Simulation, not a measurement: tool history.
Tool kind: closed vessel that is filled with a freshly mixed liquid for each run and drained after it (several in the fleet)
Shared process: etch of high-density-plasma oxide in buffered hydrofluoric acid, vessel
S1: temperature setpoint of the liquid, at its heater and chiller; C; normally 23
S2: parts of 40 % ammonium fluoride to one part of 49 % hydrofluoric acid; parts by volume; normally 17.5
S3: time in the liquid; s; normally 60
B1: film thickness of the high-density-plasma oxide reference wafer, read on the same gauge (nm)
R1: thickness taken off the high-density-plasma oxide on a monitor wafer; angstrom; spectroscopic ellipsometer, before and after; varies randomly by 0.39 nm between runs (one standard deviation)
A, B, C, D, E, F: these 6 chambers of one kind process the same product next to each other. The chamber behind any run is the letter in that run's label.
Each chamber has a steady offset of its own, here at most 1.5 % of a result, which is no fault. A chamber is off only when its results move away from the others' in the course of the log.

run 1E hour=5.9 | S1=23 S2=17.5 S3=60 | B1=150 | R1=513.72
run 2F hour=12.4 | S1=23 S2=17.5 S3=60 | B1=149.99 | R1=504.7
run 3D hour=21.6 | S1=23 S2=17.5 S3=60 | B1=149.98 | R1=510.25
run 4C hour=27.2 | S1=23 S2=17.5 S3=60 | B1=149.99 | R1=511.94
run 5B hour=34.5 | S1=23 S2=17.5 S3=60 | B1=150.03 | R1=513.21
run 6A hour=39.9 | S1=23 S2=17.5 S3=60 | B1=149.98 | R1=501.96
run 7B hour=48.9 | S1=23 S2=17.5 S3=60 | B1=149.98 | R1=518.33
run 8A hour=53.4 | S1=23 S2=17.5 S3=60 | B1=150.01 | R1=509.37
run 9E hour=58.6 | S1=23 S2=17.5 S3=60 | B1=149.99 | R1=519.39
run 10C hour=62.9 | S1=23 S2=17.5 S3=30 | B1=149.98 | R1=254.26
run 11D hour=71.8 | S1=23 S2=17.5 S3=30 | B1=150 | R1=257.52
run 12F hour=76.2 | S1=23 S2=17.5 S3=30 | B1=150.01 | R1=254.11
run 13D hour=84.9 | S1=23 S2=17.5 S3=30 | B1=149.97 | R1=253.81
run 14C hour=90.2 | S1=23 S2=17.5 S3=30 | B1=150.01 | R1=256.22
run 15B hour=96.4 | S1=23 S2=17.5 S3=30 | B1=150.02 | R1=260.33
run 16F hour=102.8 | S1=23 S2=17.5 S3=60 | B1=150.01 | R1=503.62
run 17A hour=110.3 | S1=23 S2=17.5 S3=60 | B1=149.96 | R1=502.15
run 18E hour=116.6 | S1=23 S2=17.5 S3=60 | B1=150.02 | R1=534.99
run 19D hour=123.4 | S1=23 S2=17.5 S3=60 | B1=150 | R1=505.85
run 20C hour=131.1 | S1=23 S2=17.5 S3=60 | B1=150 | R1=515.99
run 21A hour=137.2 | S1=23 S2=17.5 S3=60 | B1=150.02 | R1=502.14
run 22F hour=146.2 | S1=23 S2=17.5 S3=60 | B1=149.99 | R1=496.83
run 23B hour=154.7 | S1=23 S2=17.5 S3=60 | B1=149.96 | R1=516.3
run 24E hour=160.1 | S1=23 S2=13 S3=95 | B1=150 | R1=1159.4
run 25B hour=167.2 | S1=23 S2=13 S3=95 | B1=149.98 | R1=1090.6
run 26D hour=175.3 | S1=23 S2=13 S3=95 | B1=149.98 | R1=1070.6
run 27C hour=181.8 | S1=23 S2=13 S3=95 | B1=150.01 | R1=1086.4
run 28F hour=185.9 | S1=23 S2=13 S3=95 | B1=150.01 | R1=1067.1
run 29E hour=194.9 | S1=23 S2=13 S3=95 | B1=149.98 | R1=1163.6
-- hour=197.1 chamber F: hydrofluoric acid flow meter replaced
run 30A hour=199.7 | S1=23 S2=17.5 S3=50 | B1=149.99 | R1=419.63
run 31E hour=204.2 | S1=23 S2=17.5 S3=50 | B1=150.04 | R1=457.97
run 32C hour=209.4 | S1=23 S2=17.5 S3=50 | B1=149.99 | R1=430.24
run 33F hour=218.4 | S1=23 S2=17.5 S3=50 | B1=150.01 | R1=415.16
run 34B hour=225.1 | S1=23 S2=17.5 S3=50 | B1=149.99 | R1=430.31
run 35D hour=230.1 | S1=23 S2=17.5 S3=50 | B1=149.99 | R1=425.9
run 36A hour=238.3 | S1=23 S2=17.5 S3=60 | B1=150.03 | R1=500.16
run 37B hour=244.7 | S1=23 S2=17.5 S3=60 | B1=150.02 | R1=506.24

The same settings go to every chamber for the next run, one line per chamber below. Forecast the results for each:
run 38A hour=251.3 | S1=23 S2=17.5 S3=60 | R1=?
run 38B hour=251.3 | S1=23 S2=17.5 S3=60 | R1=?
run 38C hour=251.3 | S1=23 S2=17.5 S3=60 | R1=?
run 38D hour=251.3 | S1=23 S2=17.5 S3=60 | R1=?
run 38E hour=251.3 | S1=23 S2=17.5 S3=60 | R1=?
run 38F hour=251.3 | S1=23 S2=17.5 S3=60 | R1=?

run=38A R1=493.92
run=38B R1=511.89
run=38C R1=509.61
run=38D R1=511.08
run=38E R1=566.82
run=38F R1=506.77

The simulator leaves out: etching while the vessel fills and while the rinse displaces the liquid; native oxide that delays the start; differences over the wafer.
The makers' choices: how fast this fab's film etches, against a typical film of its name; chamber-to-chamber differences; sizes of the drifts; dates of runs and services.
